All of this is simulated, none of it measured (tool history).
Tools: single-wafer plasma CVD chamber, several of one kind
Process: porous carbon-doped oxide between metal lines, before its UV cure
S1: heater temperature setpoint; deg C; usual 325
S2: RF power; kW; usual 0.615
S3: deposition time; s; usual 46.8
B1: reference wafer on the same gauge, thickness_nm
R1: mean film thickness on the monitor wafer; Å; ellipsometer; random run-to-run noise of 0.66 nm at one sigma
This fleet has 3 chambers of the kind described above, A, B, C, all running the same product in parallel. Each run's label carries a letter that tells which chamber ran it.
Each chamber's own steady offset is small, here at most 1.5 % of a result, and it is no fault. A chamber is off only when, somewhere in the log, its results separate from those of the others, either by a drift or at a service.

run,day,S1,S2,S3,B1,R1
1A,0.542,325,0.615,46.8,290.8,2533.2
2B,0.904,325,0.615,46.8,291.06,2531.9
3C,1.312,325,0.615,46.8,291.12,2505.6
4C,1.754,325,0.615,46.8,290.89,2508.2
5B,2.417,325,0.615,46.8,291.02,2520.6
# day 2.575: chamber B: RF generator calibrated
6A,2.938,325,0.615,46.8,290.97,2540
7B,3.396,325,0.615,46.8,290.84,2519.9
8A,3.825,325,0.615,46.8,290.95,2534.3
9C,4.138,334,0.675,46.8,290.73,2524.1
10A,4.567,334,0.675,46.8,290.99,2578
11C,4.942,334,0.675,46.8,291.08,2521.5
12B,5.504,325,0.615,46.8,290.78,2508.5
13B,5.892,314,0.615,46.8,291.08,2664.4
14C,6.562,314,0.615,46.8,290.75,2635.3
15A,7.092,314,0.615,46.8,291,2677
# day 7.338: chamber B: thermocouple changed; heater temperature recalibrated
16C,7.608,325,0.615,46.8,291.01,2482.8
17B,7.946,325,0.615,46.8,290.85,2528.3
18A,8.358,325,0.615,46.8,291.02,2542.4
19A,8.938,325,0.615,46.8,290.99,2536.6
20B,9.329,325,0.615,46.8,290.97,2526.2
21C,9.75,325,0.615,46.8,291.23,2469.5
22C,10.404,325,0.615,46.8,291.1,2477.7
23A,10.788,325,0.615,46.8,290.91,2527.9
24B,11.133,325,0.495,46.8,290.85,2187.5
25A,11.746,325,0.495,46.8,291.05,2195.9
26C,12.329,325,0.495,46.8,291.18,2145.3
27B,12.658,325,0.615,46.8,290.97,2528.5
28A,13.096,325,0.615,46.8,291.05,2548.4
29B,13.483,325,0.615,46.8,290.84,2530.6
30C,14.058,325,0.615,46.8,290.76,2460.7
31A,14.512,325,0.615,46.8,290.98,2531.9

Is one chamber off against the others, does the gauge drift, or is nothing wrong? If a chamber is off, say which, and what the likeliest cause is.

Little by little, chamber C moves away from the other chambers.
Most likely cause: delivered RF power below the setpoint (%) = 2.27.
Not necessarily distinguishable in this log from: wafer temperature above the value expected at the setpoint (K).

Chamber C could run next with any of the 4 candidate recipes listed below; each alters the usual settings, and their results appear as question marks. Which one brings its results back in line with what the other chambers deliver on the usual settings?
In-line tolerance around the mean of the other chambers on the usual settings: R1 23 Å
32C-1,15.008,325,0.675,46.8,,?
32C-2,15.008,319,0.615,46.8,,?
32C-3,15.008,326,0.595,46.8,,?
32C-4,15.008,337,0.615,46.8,,?

Mean of the other chambers on the usual settings: R1 2530.2 Å
run,R1
32C-1,2613.5
32C-2,2537.9
32C-3,2398.5
32C-4,2326.4
32C-2 brings the chamber back in line.
